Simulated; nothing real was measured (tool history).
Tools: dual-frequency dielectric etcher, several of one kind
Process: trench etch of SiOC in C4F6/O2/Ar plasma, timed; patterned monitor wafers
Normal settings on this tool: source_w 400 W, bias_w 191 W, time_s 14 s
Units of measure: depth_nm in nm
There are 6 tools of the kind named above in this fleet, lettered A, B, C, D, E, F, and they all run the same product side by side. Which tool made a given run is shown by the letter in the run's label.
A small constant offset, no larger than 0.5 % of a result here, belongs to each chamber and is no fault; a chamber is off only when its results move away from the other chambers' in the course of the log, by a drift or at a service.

| run | day | source_w | bias_w | time_s | hours since the last wet clean | hours since the last source power generator calibration | hours since the last bias power generator calibration | read-back reference wafer on the same gauge, depth_nm | depth_nm |
|---|---|---|---|---|---|---|---|---|---|
| 1F | 0.254 | 400 | 191 | 14 | 114.2 | 964.9 | 203.6 | 33.292 | 29.699 |
| 2A | 0.496 | 400 | 191 | 14 | 276.4 | 1816.5 | 2178.6 | 33.294 | 29.516 |
| 3B | 0.704 | 400 | 191 | 14 | 352.6 | 1308.3 | 4239.1 | 33.304 | 29.643 |
| 4D | 0.988 | 400 | 191 | 14 | 341.9 | 990.5 | 3166.3 | 33.304 | 29.461 |
| 5E | 1.2 | 400 | 191 | 14 | 516.2 | 4236.9 | 4346.1 | 33.311 | 29.546 |
| 6C | 1.517 | 400 | 191 | 14 | 50.6 | 1167.7 | 742 | 33.306 | 29.617 |
| 7E | 1.767 | 400 | 191 | 14 | 529.8 | 4250.5 | 4359.7 | 33.301 | 29.679 |
| 8B | 2.096 | 400 | 191 | 14 | 386 | 1341.7 | 4272.5 | 33.318 | 29.574 |
| 9F | 2.396 | 400 | 191 | 14 | 165.6 | 1016.3 | 255 | 33.286 | 29.559 |
| 10A | 2.658 | 400 | 191 | 14 | 328.3 | 1868.4 | 2230.5 | 33.303 | 29.54 |
| 11C | 3.046 | 400 | 191 | 14 | 87.3 | 1204.4 | 778.7 | 33.308 | 29.737 |
| 12D | 3.304 | 400 | 191 | 14 | 397.5 | 1046.1 | 3221.9 | 33.308 | 29.343 |
| 13B | 3.662 | 400 | 191 | 14 | 423.6 | 1379.3 | 4310.1 | 33.303 | 29.655 |
| 14E | 4.025 | 400 | 191 | 14 | 584 | 4304.7 | 4413.9 | 33.29 | 29.646 |
| 15F | 4.458 | 400 | 191 | 14 | 215.1 | 1065.8 | 304.5 | 33.291 | 29.641 |
| 16A | 4.808 | 400 | 191 | 14 | 379.9 | 1920 | 2282.1 | 33.307 | 29.459 |
| 17D | 5.271 | 400 | 156 | 16 | 444.7 | 1093.3 | 3269.1 | 33.287 | 31.577 |
| 18C | 5.508 | 400 | 156 | 16 | 146.4 | 1263.5 | 837.8 | 33.296 | 31.9 |
|  | 5.621 | chamber D: wet clean of the chamber |
| 19A | 5.775 | 400 | 156 | 16 | 403.1 | 1943.2 | 2305.3 | 33.328 | 31.655 |
| 20B | 6.017 | 400 | 156 | 16 | 480.1 | 1435.8 | 4366.6 | 33.311 | 31.766 |
| 21E | 6.254 | 400 | 156 | 16 | 637.5 | 4358.2 | 4467.4 | 33.279 | 31.626 |
| 22F | 6.512 | 400 | 156 | 16 | 264.4 | 1115.1 | 353.8 | 33.295 | 31.772 |
| 23D | 6.712 | 400 | 191 | 14 | 26.3 | 1127.9 | 3303.7 | 33.307 | 28.541 |
|  | 6.804 | chamber B: bias power generator calibrated |
| 24C | 7.079 | 400 | 151 | 11.5 | 184.1 | 1301.2 | 875.5 | 33.282 | 22.685 |
| 25F | 7.4 | 400 | 151 | 11.5 | 285.7 | 1136.4 | 375.1 | 33.293 | 22.643 |
| 26D | 7.629 | 400 | 151 | 11.5 | 48.3 | 1149.9 | 3325.7 | 33.317 | 21.849 |
| 27A | 7.942 | 400 | 151 | 11.5 | 455.1 | 1995.2 | 2357.3 | 33.307 | 22.53 |
| 28C | 8.292 | 400 | 151 | 11.5 | 213.2 | 1330.3 | 904.6 | 33.318 | 22.688 |
| 29E | 8.512 | 400 | 151 | 11.5 | 691.7 | 4412.4 | 4521.6 | 33.312 | 22.593 |
| 30B | 8.829 | 400 | 191 | 14 | 547.6 | 1503.3 | 48.7 | 33.269 | 29.654 |
|  | 8.954 | chamber B: wet clean of the chamber |
| 31D | 9.229 | 400 | 191 | 14 | 86.7 | 1188.3 | 3364.1 | 33.281 | 28.605 |
| 32A | 9.504 | 400 | 191 | 14 | 492.6 | 2032.7 | 2394.8 | 33.296 | 29.519 |
| 33C | 9.825 | 400 | 191 | 14 | 250 | 1367.1 | 941.4 | 33.291 | 29.648 |
|  | 10.058 | chamber E: bias power generator calibrated |
|  | 10.075 | chamber E: wet clean of the chamber |
| 34E | 10.108 | 400 | 191 | 12.5 | 0.9 | 4450.7 | 1.2 | 33.325 | 26.46 |
|  | 10.342 | chamber A: wet clean of the chamber |
| 35F | 10.488 | 400 | 191 | 12.5 | 359.8 | 1210.5 | 449.2 | 33.279 | 26.454 |
| 36B | 10.754 | 400 | 191 | 12.5 | 43.2 | 1549.5 | 94.9 | 33.296 | 26.441 |
| 37F | 11.208 | 400 | 191 | 12.5 | 377.1 | 1227.8 | 466.5 | 33.326 | 26.458 |
| 38A | 11.533 | 400 | 191 | 12.5 | 28.6 | 2081.4 | 2443.5 | 33.325 | 26.356 |
| 39C | 11.933 | 400 | 191 | 12.5 | 300.6 | 1417.7 | 992 | 33.321 | 26.513 |
| 40B | 12.179 | 400 | 191 | 14 | 77.4 | 1583.7 | 129.1 | 33.304 | 29.579 |
| 41D | 12.612 | 400 | 191 | 18 | 167.9 | 1269.5 | 3445.3 | 33.305 | 36.605 |

Predict what each chamber gives when all 6 of them run the settings below next.
| 42A | 12.942 | 370 | 191 | 14 |  |  |  |  | ? |
| 42B | 12.942 | 370 | 191 | 14 |  |  |  |  | ? |
| 42C | 12.942 | 370 | 191 | 14 |  |  |  |  | ? |
| 42D | 12.942 | 370 | 191 | 14 |  |  |  |  | ? |
| 42E | 12.942 | 370 | 191 | 14 |  |  |  |  | ? |
| 42F | 12.942 | 370 | 191 | 14 |  |  |  |  | ? |

| run | depth_nm |
|---|---|
| 42A | 28.677 |
| 42B | 28.706 |
| 42C | 28.794 |
| 42D | 27.693 |
| 42E | 28.668 |
| 42F | 28.777 |

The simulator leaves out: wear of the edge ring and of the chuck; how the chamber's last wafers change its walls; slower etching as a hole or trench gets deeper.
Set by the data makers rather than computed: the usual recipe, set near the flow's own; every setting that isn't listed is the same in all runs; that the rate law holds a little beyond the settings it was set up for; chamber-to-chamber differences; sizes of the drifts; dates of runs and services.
